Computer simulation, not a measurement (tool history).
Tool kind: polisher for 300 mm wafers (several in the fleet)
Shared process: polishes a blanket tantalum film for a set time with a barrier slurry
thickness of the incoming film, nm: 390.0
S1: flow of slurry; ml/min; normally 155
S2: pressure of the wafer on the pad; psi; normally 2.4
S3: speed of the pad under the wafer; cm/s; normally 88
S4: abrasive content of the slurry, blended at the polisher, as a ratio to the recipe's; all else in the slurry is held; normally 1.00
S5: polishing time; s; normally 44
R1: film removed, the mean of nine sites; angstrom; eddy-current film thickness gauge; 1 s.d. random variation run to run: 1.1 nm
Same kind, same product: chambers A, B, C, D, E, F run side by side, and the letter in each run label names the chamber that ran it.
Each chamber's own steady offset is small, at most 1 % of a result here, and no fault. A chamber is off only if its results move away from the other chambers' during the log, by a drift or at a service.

run   hour   S1   S2  S3    S4  S5       R1
 1F    3.0  155  2.4  88  1.00  44   900.29
       4.8  -- chamber F: worn pad replaced by a new one
 2E    5.3  155  2.4  88  1.00  44   907.07
 3A    8.4  155  2.4  88  1.00  44   928.86
       9.9  -- chamber F: head pressure recalibrated
 4D   12.6  155  2.4  88  1.00  44   887.49
      13.6  -- chamber B: worn pad replaced by a new one
 5B   15.7  155  2.4  88  1.00  56  1188.50
 6C   18.6  155  2.4  88  1.00  56  1146.10
 7C   20.8  155  2.4  88  1.00  56  1143.10
      22.3  -- chamber D: worn pad replaced by a new one
 8D   24.5  155  2.4  88  1.00  56  1156.20
      27.9  -- chamber C: slurry nozzle cleaned
 9A   28.0  155  2.4  88  1.00  56  1148.40
10F   31.4  155  2.4  88  1.00  56  1118.00
      32.7  -- chamber A: worn pad replaced by a new one
11E   35.0  155  2.4  88  1.00  44   903.49
12B   38.8  155  2.4  88  1.00  44   916.51
      41.5  -- chamber A: slurry blender recalibrated
      42.3  -- chamber E: slurry blender recalibrated
13F   43.6  155  2.4  88  1.00  44   897.87
14D   48.2  155  2.4  88  1.00  44   884.53
15B   50.6  155  2.4  88  1.00  44   899.28
16E   53.1  155  2.4  88  1.00  44   932.00
      55.2  -- chamber E: worn pad replaced by a new one
17C   56.1  155  2.4  64  0.75  44   604.02
      59.8  -- chamber D: slurry blender recalibrated
18A   61.0  155  2.4  64  0.75  44   592.31
      62.7  -- chamber D: worn pad replaced by a new one
19E   64.7  155  2.4  64  0.75  44   606.32
20B   67.9  155  2.4  64  0.75  44   606.50
      71.0  -- chamber F: worn pad replaced by a new one
21F   72.3  155  2.4  64  0.75  44   605.06
      73.0  -- chamber F: slurry nozzle cleaned
22A   76.4  155  2.4  64  0.75  44   605.54
23C   80.9  155  2.4  88  1.00  44   916.06
24D   83.5  155  2.4  88  1.00  44   859.73
      84.4  -- chamber C: worn pad replaced by a new one
25A   86.9  155  2.4  88  1.00  44   907.98
26E   89.3  155  2.4  88  1.00  44   902.03
      92.8  -- chamber B: worn pad replaced by a new one
27F   92.9  185  2.4  88  1.00  44   916.41
      95.3  -- chamber A: worn pad replaced by a new one
28B   95.9  185  2.4  88  1.00  44   947.17
      96.9  -- chamber F: slurry blender recalibrated
29D   98.2  185  2.4  88  1.00  44   854.54
30C  102.1  185  2.4  88  1.00  44   958.08
31D  104.6  185  2.4  88  1.00  44   857.33
32E  109.0  185  2.4  88  1.00  44   942.98
33F  113.8  155  2.4  88  1.00  44   901.15
     115.6  -- chamber C: slurry blender recalibrated
34C  117.5  155  2.9  88  1.00  44  1089.50
     119.2  -- chamber B: slurry blender recalibrated
35A  119.8  155  2.9  88  1.00  44  1081.00
36B  124.0  155  2.9  88  1.00  44  1113.50
     126.7  -- chamber F: worn pad replaced by a new one
37B  128.6  155  2.9  88  1.00  44  1124.80
38F  133.5  155  2.9  88  1.00  44  1090.90

Read the log: is a single chamber off, either drifting away or since a service, is the gauge that measures every chamber drifting, or is nothing wrong beyond small per-chamber offsets? Name any odd chamber and what most likely caused it.

It is chamber D that slowly wanders off from its peers.
Likeliest cause: head's pressure below its setpoint, % = 11.4.
The log might look much the same if the cause were instead: slurry flow missing at the pad, %.

Chamber D could run next with any of the 4 candidate recipes listed below; each alters the usual settings, and their results appear as question marks. Which one brings its results back in line with what the other chambers deliver on the usual settings?
In line means no further than this from the other chambers' mean on the usual settings: R1 40.00 angstrom
39D-1  137.1  155  2.5  92  1.00  46   ?
39D-2  137.1  155  2.4  88  0.70  44   ?
39D-3  137.1  155  2.4  84  1.00  44   ?
39D-4  137.1  155  2.4  92  1.00  44   ?

The mean the other chambers reach with the usual settings: R1 908.57 angstrom
  run      R1
39D-1  913.54
39D-2  716.11
39D-3  766.65
39D-4  838.51
It is 39D-1 that realigns the chamber with its peers.

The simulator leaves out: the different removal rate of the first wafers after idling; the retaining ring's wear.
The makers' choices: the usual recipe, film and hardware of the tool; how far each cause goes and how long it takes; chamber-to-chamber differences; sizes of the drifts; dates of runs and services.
